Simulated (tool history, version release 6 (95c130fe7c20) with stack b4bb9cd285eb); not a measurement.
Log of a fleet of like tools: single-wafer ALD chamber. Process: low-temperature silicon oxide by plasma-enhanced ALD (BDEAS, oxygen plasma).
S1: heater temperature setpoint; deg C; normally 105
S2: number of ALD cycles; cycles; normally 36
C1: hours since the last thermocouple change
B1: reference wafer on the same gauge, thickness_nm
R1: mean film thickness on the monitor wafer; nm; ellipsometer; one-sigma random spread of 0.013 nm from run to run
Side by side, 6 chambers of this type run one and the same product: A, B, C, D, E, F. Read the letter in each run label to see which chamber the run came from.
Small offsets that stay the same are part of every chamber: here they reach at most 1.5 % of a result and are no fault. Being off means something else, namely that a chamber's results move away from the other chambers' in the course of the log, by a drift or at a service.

{"run": "1D", "day": 0.175, "S1": 105, "S2": 36, "C1": 790.8, "B1": 4.55, "R1": 5.1443}
{"run": "2A", "day": 0.342, "S1": 105, "S2": 36, "C1": 2282.8, "B1": 4.5508, "R1": 5.1253}
{"run": "3E", "day": 0.458, "S1": 105, "S2": 36, "C1": 1515.5, "B1": 4.5515, "R1": 5.0385}
{"run": "4B", "day": 0.65, "S1": 105, "S2": 36, "C1": 1400.7, "B1": 4.5516, "R1": 5.1109}
{"run": "5C", "day": 0.783, "S1": 96, "S2": 31, "C1": 1197.5, "B1": 4.5496, "R1": 4.439}
{"run": "6F", "day": 0.871, "S1": 96, "S2": 31, "C1": 285.2, "B1": 4.5476, "R1": 4.5374}
{"run": "7E", "day": 1.012, "S1": 96, "S2": 31, "C1": 1528.8, "B1": 4.5497, "R1": 4.4336}
{"run": "8B", "day": 1.138, "S1": 96, "S2": 31, "C1": 1412.4, "B1": 4.5478, "R1": 4.4871}
{"run": "9D", "day": 1.321, "S1": 96, "S2": 31, "C1": 818.3, "B1": 4.5542, "R1": 4.4913}
{"run": "10F", "day": 1.508, "S1": 96, "S2": 31, "C1": 300.5, "B1": 4.5515, "R1": 4.5343}
{"run": "11C", "day": 1.617, "S1": 105, "S2": 36, "C1": 1217.5, "B1": 4.5479, "R1": 5.0332}
{"run": "12A", "day": 1.758, "S1": 105, "S2": 36, "C1": 2316.8, "B1": 4.5512, "R1": 5.1322}
{"run": "13F", "day": 1.883, "S1": 105, "S2": 34, "C1": 309.5, "B1": 4.5484, "R1": 4.8785}
{"run": "14E", "day": 1.975, "S1": 105, "S2": 34, "C1": 1551.9, "B1": 4.5496, "R1": 4.7911}
{"run": "15A", "day": 2.062, "S1": 105, "S2": 34, "C1": 2324.1, "B1": 4.5502, "R1": 4.8408}
{"run": "16D", "day": 2.162, "S1": 105, "S2": 34, "C1": 838.5, "B1": 4.5491, "R1": 4.8007}
{"run": "17B", "day": 2.333, "S1": 105, "S2": 34, "C1": 1441.1, "B1": 4.5538, "R1": 4.8196}
{"run": "18C", "day": 2.433, "S1": 105, "S2": 34, "C1": 1237.1, "B1": 4.5492, "R1": 4.7555}
{"run": "19C", "day": 2.608, "S1": 105, "S2": 36, "C1": 1241.3, "B1": 4.5486, "R1": 5.0413}
{"run": "20F", "day": 2.746, "S1": 105, "S2": 36, "C1": 330.2, "B1": 4.5492, "R1": 5.1397}
{"run": "21E", "day": 2.904, "S1": 105, "S2": 36, "C1": 1574.2, "B1": 4.5501, "R1": 5.0573}
{"run": "22A", "day": 3.079, "S1": 105, "S2": 36, "C1": 2348.5, "B1": 4.5518, "R1": 5.1313}
{"run": "23D", "day": 3.254, "S1": 105, "S2": 36, "C1": 864.7, "B1": 4.5493, "R1": 5.1315}
{"run": "24B", "day": 3.412, "S1": 105, "S2": 36, "C1": 1467.0, "B1": 4.5481, "R1": 5.0931}
{"run": "25D", "day": 3.542, "S1": 105, "S2": 36, "C1": 871.6, "B1": 4.5495, "R1": 5.1189}
{"run": "26B", "day": 3.625, "S1": 105, "S2": 36, "C1": 1472.1, "B1": 4.5508, "R1": 5.0915}
{"run": "27A", "day": 3.804, "S1": 105, "S2": 36, "C1": 2365.9, "B1": 4.5485, "R1": 5.1178}
{"run": "28E", "day": 3.892, "S1": 105, "S2": 36, "C1": 1597.9, "B1": 4.5497, "R1": 5.0335}
{"run": "29C", "day": 4.025, "S1": 105, "S2": 36, "C1": 1275.3, "B1": 4.5476, "R1": 5.0375}
{"run": "30F", "day": 4.162, "S1": 111, "S2": 36, "C1": 364.2, "B1": 4.5467, "R1": 5.0883}
{"run": "31D", "day": 4.262, "S1": 111, "S2": 36, "C1": 888.9, "B1": 4.5468, "R1": 5.0743}
{"run": "32A", "day": 4.421, "S1": 111, "S2": 36, "C1": 2380.7, "B1": 4.5465, "R1": 5.0791}
{"run": "33B", "day": 4.508, "S1": 111, "S2": 36, "C1": 1493.3, "B1": 4.5526, "R1": 5.0427}
{"run": "34F", "day": 4.6, "S1": 111, "S2": 36, "C1": 374.7, "B1": 4.5503, "R1": 5.0814}
{"run": "35E", "day": 4.771, "S1": 111, "S2": 36, "C1": 1619.0, "B1": 4.5491, "R1": 4.995}
{"run": "36C", "day": 4.925, "S1": 105, "S2": 36, "C1": 1296.9, "B1": 4.5485, "R1": 5.0449}
{"run": "37B", "day": 5.025, "S1": 92, "S2": 36, "C1": 1505.7, "B1": 4.5467, "R1": 5.2807}
{"run": "38D", "day": 5.121, "S1": 92, "S2": 36, "C1": 909.5, "B1": 4.5485, "R1": 5.3053}
{"run": "39C", "day": 5.267, "S1": 92, "S2": 36, "C1": 1305.1, "B1": 4.5524, "R1": 5.222}
{"run": "40F", "day": 5.35, "S1": 92, "S2": 36, "C1": 392.7, "B1": 4.5519, "R1": 5.3354}
{"run": "41E", "day": 5.542, "S1": 92, "S2": 36, "C1": 1637.5, "B1": 4.5505, "R1": 5.227}
{"run": "42A", "day": 5.638, "S1": 92, "S2": 36, "C1": 2409.9, "B1": 4.5501, "R1": 5.3239}
{"run": "43D", "day": 5.767, "S1": 105, "S2": 36, "C1": 925.0, "B1": 4.5468, "R1": 5.113}

The same settings go to every chamber for the next run, one line per chamber below. Forecast the results for each:
{"run": "44A", "day": 5.904, "S1": 118, "S2": 36, "R1": "?"}
{"run": "44B", "day": 5.904, "S1": 118, "S2": 36, "R1": "?"}
{"run": "44C", "day": 5.904, "S1": 118, "S2": 36, "R1": "?"}
{"run": "44D", "day": 5.904, "S1": 118, "S2": 36, "R1": "?"}
{"run": "44E", "day": 5.904, "S1": 118, "S2": 36, "R1": "?"}
{"run": "44F", "day": 5.904, "S1": 118, "S2": 36, "R1": "?"}

run=44A R1=4.9955
run=44B R1=4.9623
run=44C R1=4.9236
run=44D R1=5.0114
run=44E R1=4.9266
run=44F R1=5.0047
